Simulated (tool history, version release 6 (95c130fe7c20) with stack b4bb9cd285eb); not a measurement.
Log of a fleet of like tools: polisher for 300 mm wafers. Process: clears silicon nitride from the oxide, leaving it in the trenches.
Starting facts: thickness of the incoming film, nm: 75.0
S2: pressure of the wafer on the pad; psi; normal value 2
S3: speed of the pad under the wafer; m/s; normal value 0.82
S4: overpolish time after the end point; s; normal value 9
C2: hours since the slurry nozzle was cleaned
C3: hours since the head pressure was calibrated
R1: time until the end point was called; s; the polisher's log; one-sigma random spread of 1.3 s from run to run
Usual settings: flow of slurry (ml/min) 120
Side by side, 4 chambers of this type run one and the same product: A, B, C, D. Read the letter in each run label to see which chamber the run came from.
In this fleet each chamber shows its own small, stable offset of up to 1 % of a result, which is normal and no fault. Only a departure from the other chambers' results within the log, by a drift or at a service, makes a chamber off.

Run 1A, hour 2.5: usual settings; wafers polished on this pad 688; C2 151.9; C3 547.4. Result: R1 121.18 s.
Run 2C, hour 6.6: usual settings; wafers polished on this pad 381; C2 214.8; C3 452.1. Result: R1 122 s.
At hour 7.9: chamber A: worn pad replaced by a new one.
Run 3D, hour 10.6: usual settings; wafers polished on this pad 425; C2 465.2; C3 554.2. Result: R1 123.07 s.
At hour 13.7: chamber D: slurry nozzle cleaned.
Run 4B, hour 15: usual settings; wafers polished on this pad 653; C2 33.7; C3 284.4. Result: R1 121.28 s.
Run 5B, hour 18.7: usual settings; wafers polished on this pad 679; C2 37.4; C3 288.1. Result: R1 121.45 s.
Run 6A, hour 21.3: usual settings; wafers polished on this pad 94; C2 170.7; C3 566.2. Result: R1 119.68 s.
Run 7D, hour 23.2: usual settings; wafers polished on this pad 514; C2 9.5; C3 566.8. Result: R1 123.26 s.
Run 8C, hour 26.6: usual settings; wafers polished on this pad 522; C2 234.8; C3 472.1. Result: R1 122.62 s.
Run 9A, hour 29.6: usual settings; wafers polished on this pad 152; C2 179; C3 574.5. Result: R1 120.83 s.
Run 10C, hour 33.1: usual settings but S2 1.5 psi; wafers polished on this pad 567; C2 241.3; C3 478.6. Result: R1 163.2 s.
Run 11D, hour 35.1: usual settings but S2 1.5 psi; wafers polished on this pad 597; C2 21.4; C3 578.7. Result: R1 163.35 s.
Run 12B, hour 39.3: usual settings but S2 1.5 psi; wafers polished on this pad 823; C2 58; C3 308.7. Result: R1 162.31 s.
At hour 40.3: chamber A: head pressure recalibrated.
Run 13A, hour 43.3: usual settings but S2 1.5 psi; wafers polished on this pad 248; C2 192.7; C3 3.1. Result: R1 172.99 s.
Run 14D, hour 47.1: usual settings; wafers polished on this pad 681; C2 33.4; C3 590.7. Result: R1 120.49 s.
Run 15C, hour 50.6: usual settings; wafers polished on this pad 690; C2 258.8; C3 496.1. Result: R1 119.01 s.
Run 16B, hour 54.7: usual settings; wafers polished on this pad 931; C2 73.4; C3 324.1. Result: R1 118.09 s.
Run 17C, hour 57.4: usual settings; wafers polished on this pad 738; C2 265.6; C3 502.9. Result: R1 123.62 s.
Run 18B, hour 61.1: usual settings; wafers polished on this pad 976; C2 79.8; C3 330.5. Result: R1 120.18 s.
Run 19A, hour 64: usual settings; wafers polished on this pad 394; C2 213.4; C3 23.8. Result: R1 131.44 s.
Run 20D, hour 67.8: usual settings; wafers polished on this pad 826; C2 54.1; C3 611.4. Result: R1 123 s.
Run 21B, hour 70.2: usual settings; wafers polished on this pad 1040; C2 88.9; C3 339.6. Result: R1 122.47 s.
Run 22C, hour 73.2: usual settings; wafers polished on this pad 849; C2 281.4; C3 518.7. Result: R1 121.77 s.
Run 23D, hour 75.1: usual settings; wafers polished on this pad 878; C2 61.4; C3 618.7. Result: R1 123.52 s.
Run 24A, hour 77.9: usual settings; wafers polished on this pad 491; C2 227.3; C3 37.7. Result: R1 128.17 s.
Run 25C, hour 81.9: usual settings; wafers polished on this pad 910; C2 290.1; C3 527.4. Result: R1 124.55 s.
Run 26B, hour 84.8: usual settings but S3 0.58 m/s; wafers polished on this pad 1142; C2 103.5; C3 354.2. Result: R1 167.88 s.
Run 27A, hour 86.9: usual settings but S3 0.58 m/s; wafers polished on this pad 554; C2 236.3; C3 46.7. Result: R1 180.98 s.
Run 28D, hour 88.9: usual settings but S3 0.58 m/s; wafers polished on this pad 975; C2 75.2; C3 632.5. Result: R1 172.18 s.
Run 29D, hour 92.9: usual settings but S3 0.58 m/s; wafers polished on this pad 1003; C2 79.2; C3 636.5. Result: R1 165.62 s.
Run 30B, hour 95.9: usual settings; wafers polished on this pad 1220; C2 114.6; C3 365.3. Result: R1 121.36 s.
Run 31C, hour 98.6: usual settings but flow of slurry (ml/min) 145; wafers polished on this pad 1027; C2 306.8; C3 544.1. Result: R1 118.21 s.
Run 32A, hour 100.7: usual settings but flow of slurry (ml/min) 145; wafers polished on this pad 651; C2 250.1; C3 60.5. Result: R1 123.93 s.
Run 33B, hour 103.6: usual settings but flow of slurry (ml/min) 145; wafers polished on this pad 1274; C2 122.3; C3 373. Result: R1 116.09 s.
Run 34A, hour 107: usual settings but flow of slurry (ml/min) 145; wafers polished on this pad 695; C2 256.4; C3 66.8. Result: R1 124.1 s.
At hour 107.9: chamber B: worn pad replaced by a new one.
At hour 108.3: chamber A: worn pad replaced by a new one.
Run 35C, hour 111.4: usual settings; wafers polished on this pad 1117; C2 319.6; C3 556.9. Result: R1 122.1 s.
Run 36D, hour 115.4: usual settings but flow of slurry (ml/min) 150, S3 0.74 m/s; wafers polished on this pad 1161; C2 101.7; C3 659. Result: R1 128.48 s.
Run 37A, hour 118.2: usual settings but flow of slurry (ml/min) 150, S3 0.74 m/s; wafers polished on this pad 69; C2 267.6; C3 78. Result: R1 138.7 s.
Run 38B, hour 121.6: usual settings but flow of slurry (ml/min) 150, S3 0.74 m/s; wafers polished on this pad 96; C2 140.3; C3 391. Result: R1 127.23 s.

Decide between three cases: one chamber stands off from its peers, the gauge reading all wafers drifts, or nothing is wrong past each chamber's small offset. Where a chamber is off, say which and what most likely put it there.

A service on chamber A put it out of line with the rest.
Likeliest cause: head's pressure below its setpoint, % = 7.31.

Below are 4 candidate recipes for chamber A's next run, each the usual settings with a change, their results shown as question marks. Which of them brings A's results back in line with what the other chambers give on the usual settings?
To be in line, a result may differ from the other chambers' mean on the usual settings by at most: R1 4.6 s
Run 39A-1, hour 124.7: usual settings but S3 0.88 m/s. Result: R1 ?.
Run 39A-2, hour 124.7: usual settings but flow of slurry (ml/min) 115, S3 0.72 m/s. Result: R1 ?.
Run 39A-3, hour 124.7: usual settings but S2 1.9 psi, S3 0.8 m/s. Result: R1 ?.
Run 39A-4, hour 124.7: usual settings but S3 0.94 m/s. Result: R1 ?.

The mean the other chambers reach with the usual settings: R1 121.54 s
  run      R1
39A-1  121.29
39A-2  149.27
39A-3  140.26
39A-4  113.62
39A-1 brings the chamber back in line.
